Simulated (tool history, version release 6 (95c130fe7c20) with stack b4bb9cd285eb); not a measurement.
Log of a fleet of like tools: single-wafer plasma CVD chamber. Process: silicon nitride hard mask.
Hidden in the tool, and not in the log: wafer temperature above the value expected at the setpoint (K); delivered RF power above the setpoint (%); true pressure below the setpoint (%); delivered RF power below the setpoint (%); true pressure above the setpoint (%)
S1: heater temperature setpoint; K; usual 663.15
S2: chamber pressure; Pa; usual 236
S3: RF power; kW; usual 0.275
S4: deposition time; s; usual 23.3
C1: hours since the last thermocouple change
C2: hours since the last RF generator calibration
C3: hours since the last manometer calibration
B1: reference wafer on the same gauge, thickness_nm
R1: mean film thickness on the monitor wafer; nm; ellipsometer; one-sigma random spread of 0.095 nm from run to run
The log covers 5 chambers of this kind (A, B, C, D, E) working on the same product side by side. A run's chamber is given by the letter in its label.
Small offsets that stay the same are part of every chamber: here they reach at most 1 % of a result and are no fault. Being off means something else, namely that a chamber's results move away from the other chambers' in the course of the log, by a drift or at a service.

{"run": "1C", "hour": 6.4, "S1": 663.15, "S2": 236, "S3": 0.275, "S4": 23.3, "C1": 1124.3, "C2": 2005.2, "C3": 1051.7, "B1": 31.417, "R1": 26.13}
{"run": "2D", "hour": 12.5, "S1": 663.15, "S2": 236, "S3": 0.275, "S4": 23.3, "C1": 656.0, "C2": 170.9, "C3": 264.8, "B1": 31.378, "R1": 26.009}
{"hour": 15.6, "done": "chamber A: capacitance manometer re-zeroed and calibrated"}
{"run": "3A", "hour": 18.1, "S1": 663.15, "S2": 236, "S3": 0.275, "S4": 23.3, "C1": 720.1, "C2": 251.9, "C3": 2.6, "B1": 31.434, "R1": 26.078}
{"run": "4B", "hour": 24.6, "S1": 663.15, "S2": 236, "S3": 0.275, "S4": 23.3, "C1": 33.9, "C2": 1320.4, "C3": 2318.9, "B1": 31.385, "R1": 25.818}
{"run": "5E", "hour": 31.9, "S1": 663.15, "S2": 236, "S3": 0.275, "S4": 23.3, "C1": 802.7, "C2": 1319.7, "C3": 1200.7, "B1": 31.384, "R1": 26.357}
{"run": "6E", "hour": 37.7, "S1": 663.15, "S2": 236, "S3": 0.275, "S4": 23.3, "C1": 808.5, "C2": 1325.5, "C3": 1206.5, "B1": 31.382, "R1": 26.393}
{"run": "7B", "hour": 42.0, "S1": 663.15, "S2": 236, "S3": 0.275, "S4": 23.3, "C1": 51.3, "C2": 1337.8, "C3": 2336.3, "B1": 31.414, "R1": 26.101}
{"run": "8C", "hour": 47.1, "S1": 654.15, "S2": 236, "S3": 0.275, "S4": 23.3, "C1": 1165.0, "C2": 2045.9, "C3": 1092.4, "B1": 31.391, "R1": 26.108}
{"run": "9D", "hour": 52.4, "S1": 654.15, "S2": 236, "S3": 0.275, "S4": 23.3, "C1": 695.9, "C2": 210.8, "C3": 304.7, "B1": 31.412, "R1": 26.099}
{"hour": 55.6, "done": "chamber B: capacitance manometer re-zeroed and calibrated"}
{"run": "10A", "hour": 59.3, "S1": 654.15, "S2": 236, "S3": 0.275, "S4": 23.3, "C1": 761.3, "C2": 293.1, "C3": 43.8, "B1": 31.446, "R1": 26.174}
{"run": "11E", "hour": 63.1, "S1": 654.15, "S2": 236, "S3": 0.275, "S4": 23.3, "C1": 833.9, "C2": 1350.9, "C3": 1231.9, "B1": 31.363, "R1": 26.417}
{"run": "12C", "hour": 70.8, "S1": 654.15, "S2": 236, "S3": 0.275, "S4": 23.3, "C1": 1188.7, "C2": 2069.6, "C3": 1116.1, "B1": 31.369, "R1": 26.09}
{"run": "13D", "hour": 75.4, "S1": 663.15, "S2": 236, "S3": 0.275, "S4": 23.3, "C1": 718.9, "C2": 233.8, "C3": 327.7, "B1": 31.403, "R1": 25.955}
{"run": "14B", "hour": 83.5, "S1": 663.15, "S2": 236, "S3": 0.275, "S4": 23.3, "C1": 92.8, "C2": 1379.3, "C3": 28.0, "B1": 31.402, "R1": 26.094}
{"run": "15A", "hour": 89.2, "S1": 663.15, "S2": 195, "S3": 0.275, "S4": 23.3, "C1": 791.2, "C2": 323.0, "C3": 73.7, "B1": 31.423, "R1": 24.6}
{"run": "16A", "hour": 96.8, "S1": 663.15, "S2": 195, "S3": 0.275, "S4": 23.3, "C1": 798.8, "C2": 330.6, "C3": 81.3, "B1": 31.392, "R1": 24.728}
{"run": "17E", "hour": 101.4, "S1": 663.15, "S2": 195, "S3": 0.275, "S4": 23.3, "C1": 872.2, "C2": 1389.2, "C3": 1270.2, "B1": 31.391, "R1": 24.923}
{"run": "18B", "hour": 105.5, "S1": 663.15, "S2": 195, "S3": 0.275, "S4": 23.3, "C1": 114.8, "C2": 1401.3, "C3": 50.0, "B1": 31.395, "R1": 24.653}
{"run": "19D", "hour": 112.7, "S1": 663.15, "S2": 195, "S3": 0.275, "S4": 23.3, "C1": 756.2, "C2": 271.1, "C3": 365.0, "B1": 31.397, "R1": 24.673}
{"run": "20C", "hour": 118.9, "S1": 663.15, "S2": 236, "S3": 0.275, "S4": 23.3, "C1": 1236.8, "C2": 2117.7, "C3": 1164.2, "B1": 31.389, "R1": 25.962}
{"run": "21B", "hour": 124.4, "S1": 663.15, "S2": 236, "S3": 0.275, "S4": 20.1, "C1": 133.7, "C2": 1420.2, "C3": 68.9, "B1": 31.396, "R1": 22.63}
{"run": "22C", "hour": 130.6, "S1": 663.15, "S2": 236, "S3": 0.275, "S4": 20.1, "C1": 1248.5, "C2": 2129.4, "C3": 1175.9, "B1": 31.423, "R1": 22.571}
{"run": "23D", "hour": 136.2, "S1": 663.15, "S2": 236, "S3": 0.275, "S4": 20.1, "C1": 779.7, "C2": 294.6, "C3": 388.5, "B1": 31.403, "R1": 22.595}
{"hour": 140.8, "done": "chamber E: capacitance manometer re-zeroed and calibrated"}
{"run": "24E", "hour": 141.8, "S1": 663.15, "S2": 236, "S3": 0.275, "S4": 20.1, "C1": 912.6, "C2": 1429.6, "C3": 1.0, "B1": 31.408, "R1": 23.105}
{"run": "25A", "hour": 148.6, "S1": 663.15, "S2": 236, "S3": 0.275, "S4": 20.1, "C1": 850.6, "C2": 382.4, "C3": 133.1, "B1": 31.376, "R1": 22.667}
{"run": "26C", "hour": 153.3, "S1": 663.15, "S2": 236, "S3": 0.275, "S4": 23.3, "C1": 1271.2, "C2": 2152.1, "C3": 1198.6, "B1": 31.399, "R1": 26.051}
{"run": "27A", "hour": 161.7, "S1": 663.15, "S2": 236, "S3": 0.275, "S4": 23.3, "C1": 863.7, "C2": 395.5, "C3": 146.2, "B1": 31.401, "R1": 26.31}
{"run": "28E", "hour": 165.6, "S1": 663.15, "S2": 236, "S3": 0.275, "S4": 23.3, "C1": 936.4, "C2": 1453.4, "C3": 24.8, "B1": 31.386, "R1": 26.776}
{"run": "29B", "hour": 171.2, "S1": 663.15, "S2": 236, "S3": 0.275, "S4": 23.3, "C1": 180.5, "C2": 1467.0, "C3": 115.7, "B1": 31.395, "R1": 25.898}
{"run": "30D", "hour": 179.3, "S1": 663.15, "S2": 236, "S3": 0.275, "S4": 23.3, "C1": 822.8, "C2": 337.7, "C3": 431.6, "B1": 31.392, "R1": 26.039}
{"run": "31D", "hour": 187.2, "S1": 663.15, "S2": 236, "S3": 0.275, "S4": 23.3, "C1": 830.7, "C2": 345.6, "C3": 439.5, "B1": 31.389, "R1": 25.974}
{"run": "32B", "hour": 192.0, "S1": 663.15, "S2": 236, "S3": 0.275, "S4": 23.3, "C1": 201.3, "C2": 1487.8, "C3": 136.5, "B1": 31.382, "R1": 26.022}
{"run": "33C", "hour": 200.0, "S1": 663.15, "S2": 236, "S3": 0.275, "S4": 23.3, "C1": 1317.9, "C2": 2198.8, "C3": 1245.3, "B1": 31.395, "R1": 25.91}
{"hour": 201.2, "done": "chamber C: thermocouple changed; heater temperature recalibrated"}
{"run": "34E", "hour": 206.7, "S1": 663.15, "S2": 236, "S3": 0.275, "S4": 23.3, "C1": 977.5, "C2": 1494.5, "C3": 65.9, "B1": 31.414, "R1": 26.951}
{"run": "35A", "hour": 211.8, "S1": 663.15, "S2": 236, "S3": 0.275, "S4": 23.3, "C1": 913.8, "C2": 445.6, "C3": 196.3, "B1": 31.423, "R1": 26.082}
{"run": "36C", "hour": 216.4, "S1": 663.15, "S2": 236, "S3": 0.275, "S4": 23.3, "C1": 15.3, "C2": 2215.2, "C3": 1261.7, "B1": 31.427, "R1": 25.959}
{"run": "37B", "hour": 222.2, "S1": 653.15, "S2": 236, "S3": 0.26, "S4": 23.3, "C1": 231.5, "C2": 1518.0, "C3": 166.7, "B1": 31.4, "R1": 25.128}
{"run": "38A", "hour": 227.3, "S1": 653.15, "S2": 236, "S3": 0.26, "S4": 23.3, "C1": 929.3, "C2": 461.1, "C3": 211.8, "B1": 31.387, "R1": 25.171}
{"run": "39E", "hour": 234.3, "S1": 653.15, "S2": 236, "S3": 0.26, "S4": 23.3, "C1": 1005.1, "C2": 1522.1, "C3": 93.5, "B1": 31.417, "R1": 25.974}
{"run": "40D", "hour": 239.4, "S1": 653.15, "S2": 236, "S3": 0.26, "S4": 23.3, "C1": 882.9, "C2": 397.8, "C3": 491.7, "B1": 31.415, "R1": 25.122}
{"run": "41D", "hour": 246.4, "S1": 653.15, "S2": 236, "S3": 0.26, "S4": 23.3, "C1": 889.9, "C2": 404.8, "C3": 498.7, "B1": 31.41, "R1": 25.166}
{"run": "42C", "hour": 251.4, "S1": 663.15, "S2": 236, "S3": 0.275, "S4": 23.3, "C1": 50.3, "C2": 2250.2, "C3": 1296.7, "B1": 31.385, "R1": 25.879}
{"run": "43B", "hour": 256.7, "S1": 663.15, "S2": 236, "S3": 0.275, "S4": 23.3, "C1": 266.0, "C2": 1552.5, "C3": 201.2, "B1": 31.42, "R1": 26.143}

Predict what each chamber gives when all 5 of them run the settings below next.
{"run": "44A", "hour": 262.9, "S1": 663.15, "S2": 193, "S3": 0.275, "S4": 23.3, "R1": "?"}
{"run": "44B", "hour": 262.9, "S1": 663.15, "S2": 193, "S3": 0.275, "S4": 23.3, "R1": "?"}
{"run": "44C", "hour": 262.9, "S1": 663.15, "S2": 193, "S3": 0.275, "S4": 23.3, "R1": "?"}
{"run": "44D", "hour": 262.9, "S1": 663.15, "S2": 193, "S3": 0.275, "S4": 23.3, "R1": "?"}
{"run": "44E", "hour": 262.9, "S1": 663.15, "S2": 193, "S3": 0.275, "S4": 23.3, "R1": "?"}

run=44A R1=24.659
run=44B R1=24.628
run=44C R1=24.448
run=44D R1=24.655
run=44E R1=25.335
